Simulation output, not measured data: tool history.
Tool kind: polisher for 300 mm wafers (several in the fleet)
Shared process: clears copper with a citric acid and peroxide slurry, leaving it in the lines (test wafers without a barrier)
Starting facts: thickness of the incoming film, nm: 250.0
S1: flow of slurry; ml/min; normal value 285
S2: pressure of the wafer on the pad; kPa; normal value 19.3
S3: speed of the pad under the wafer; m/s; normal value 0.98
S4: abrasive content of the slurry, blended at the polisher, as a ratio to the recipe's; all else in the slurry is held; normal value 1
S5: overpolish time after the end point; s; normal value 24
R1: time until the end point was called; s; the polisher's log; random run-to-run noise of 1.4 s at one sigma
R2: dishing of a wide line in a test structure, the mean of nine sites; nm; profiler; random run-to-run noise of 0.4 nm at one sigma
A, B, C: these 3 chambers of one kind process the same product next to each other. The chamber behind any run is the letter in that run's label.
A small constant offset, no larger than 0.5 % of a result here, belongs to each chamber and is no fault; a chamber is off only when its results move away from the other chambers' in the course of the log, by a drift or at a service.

run 1A hour=5.2 | S1=285 S2=19.3 S3=0.98 S4=1 S5=24 | R1=113.25 R2=29.093
run 2C hour=8.5 | S1=285 S2=19.3 S3=0.98 S4=1 S5=24 | R1=113.44 R2=28.498
run 3B hour=15.1 | S1=285 S2=19.3 S3=0.98 S4=1 S5=24 | R1=112.19 R2=28.102
run 4A hour=21.2 | S1=285 S2=19.3 S3=0.98 S4=1 S5=24 | R1=111.71 R2=28.436
run 5C hour=24.5 | S1=285 S2=19.3 S3=0.98 S4=1 S5=24 | R1=114.51 R2=28.265
run 6B hour=28.4 | S1=285 S2=19.3 S3=0.98 S4=1 S5=24 | R1=112.77 R2=28.216
run 7C hour=35 | S1=285 S2=19.3 S3=0.98 S4=1 S5=24 | R1=114 R2=27.62
run 8A hour=38.7 | S1=285 S2=19.3 S3=0.98 S4=1 S5=24 | R1=114.67 R2=28.425
-- hour=38.8 chamber B: slurry nozzle cleaned
-- hour=39 chamber C: slurry nozzle cleaned
run 9B hour=42.1 | S1=285 S2=19.3 S3=0.98 S4=1 S5=24 | R1=111.99 R2=28.196
run 10A hour=46.8 | S1=285 S2=19.3 S3=0.98 S4=1 S5=24 | R1=110.74 R2=28.772
run 11B hour=51.1 | S1=285 S2=19.3 S3=0.98 S4=1 S5=24 | R1=112.25 R2=28.22
run 12C hour=54.8 | S1=285 S2=19.3 S3=0.98 S4=1 S5=24 | R1=113.7 R2=28.537
run 13A hour=61.2 | S1=285 S2=19.3 S3=0.98 S4=1.15 S5=18 | R1=109.63 R2=23.963
run 14B hour=67.9 | S1=285 S2=19.3 S3=0.98 S4=1.15 S5=18 | R1=108.47 R2=24.275
-- hour=69.6 chamber B: worn pad replaced by a new one
run 15C hour=71.2 | S1=285 S2=19.3 S3=0.98 S4=1.15 S5=18 | R1=111.52 R2=23.655
run 16A hour=77.1 | S1=285 S2=19.3 S3=0.98 S4=1 S5=24 | R1=111.55 R2=28.03
run 17B hour=80.1 | S1=285 S2=19.3 S3=0.98 S4=1 S5=24 | R1=112.23 R2=27.618
run 18C hour=86.4 | S1=285 S2=19.3 S3=0.98 S4=1 S5=24 | R1=116.19 R2=28.511
run 19C hour=91.2 | S1=285 S2=19.3 S3=0.98 S4=1 S5=24 | R1=117.36 R2=28.128
run 20B hour=97.1 | S1=245 S2=19.3 S3=0.88 S4=1 S5=24 | R1=126.62 R2=27.139
run 21A hour=101.6 | S1=245 S2=19.3 S3=0.88 S4=1 S5=24 | R1=124.6 R2=26.195
run 22B hour=105.7 | S1=245 S2=19.3 S3=0.88 S4=1 S5=24 | R1=127.61 R2=25.607
run 23A hour=111.3 | S1=285 S2=19.3 S3=0.98 S4=1 S5=15 | R1=112.8 R2=20.511
run 24C hour=115.1 | S1=285 S2=19.3 S3=0.98 S4=1 S5=15 | R1=122.65 R2=20.032
run 25A hour=121.9 | S1=285 S2=19.3 S3=0.98 S4=1 S5=15 | R1=113.08 R2=20.55
run 26B hour=128.9 | S1=285 S2=19.3 S3=0.98 S4=1.25 S5=16 | R1=106.3 R2=22.391
run 27C hour=132.7 | S1=285 S2=19.3 S3=0.98 S4=1.25 S5=16 | R1=115.47 R2=20.433
run 28C hour=135.9 | S1=285 S2=19.3 S3=0.98 S4=1.25 S5=16 | R1=117.36 R2=20.875
-- hour=137.2 chamber B: slurry blender recalibrated
run 29A hour=140.6 | S1=285 S2=19.3 S3=0.98 S4=1 S5=24 | R1=111.73 R2=28.424
run 30B hour=147 | S1=285 S2=19.3 S3=0.98 S4=1 S5=24 | R1=109.1 R2=28.627
-- hour=151.5 chamber C: head pressure recalibrated
run 31C hour=152.4 | S1=285 S2=19.3 S3=0.98 S4=1 S5=24 | R1=125.99 R2=25.972

Read the log: is a single chamber off, either drifting away or since a service, is the gauge that measures every chamber drifting, or is nothing wrong beyond small per-chamber offsets? Name any odd chamber and what most likely caused it.

One chamber, C, drifts off from the rest bit by bit.
Cause: removal rate lost through wear of the pad, % = 10.3.
The log might look much the same if the cause were instead: abrasive missing from the slurry, %.

Which of the 4 candidates below, each the usual settings with something changed and its results left as question marks, puts chamber C back in line with what the other chambers give on the usual settings?
In line means no further than this from the other chambers' mean on the usual settings: R1 5.1 s; R2 1.4 nm
run 32C-1 hour=157.4 | S1=280 S2=17.2 S3=0.88 S4=1 S5=25 | R1=? R2=?
run 32C-2 hour=157.4 | S1=285 S2=17.9 S3=0.92 S4=1 S5=25 | R1=? R2=?
run 32C-3 hour=157.4 | S1=285 S2=20.7 S3=1.04 S4=1 S5=24 | R1=? R2=?
run 32C-4 hour=157.4 | S1=290 S2=21.4 S3=1.08 S4=1 S5=23 | R1=? R2=?

Average result of the remaining chambers running the usual settings: R1 112.39 s; R2 28.39 nm
run=32C-1 R1=156.52 R2=23.707
run=32C-2 R1=144.12 R2=25.122
run=32C-3 R1=111.4 R2=29.036
run=32C-4 R1=103.82 R2=29.56
32C-3 puts the chamber back in line with the other chambers.

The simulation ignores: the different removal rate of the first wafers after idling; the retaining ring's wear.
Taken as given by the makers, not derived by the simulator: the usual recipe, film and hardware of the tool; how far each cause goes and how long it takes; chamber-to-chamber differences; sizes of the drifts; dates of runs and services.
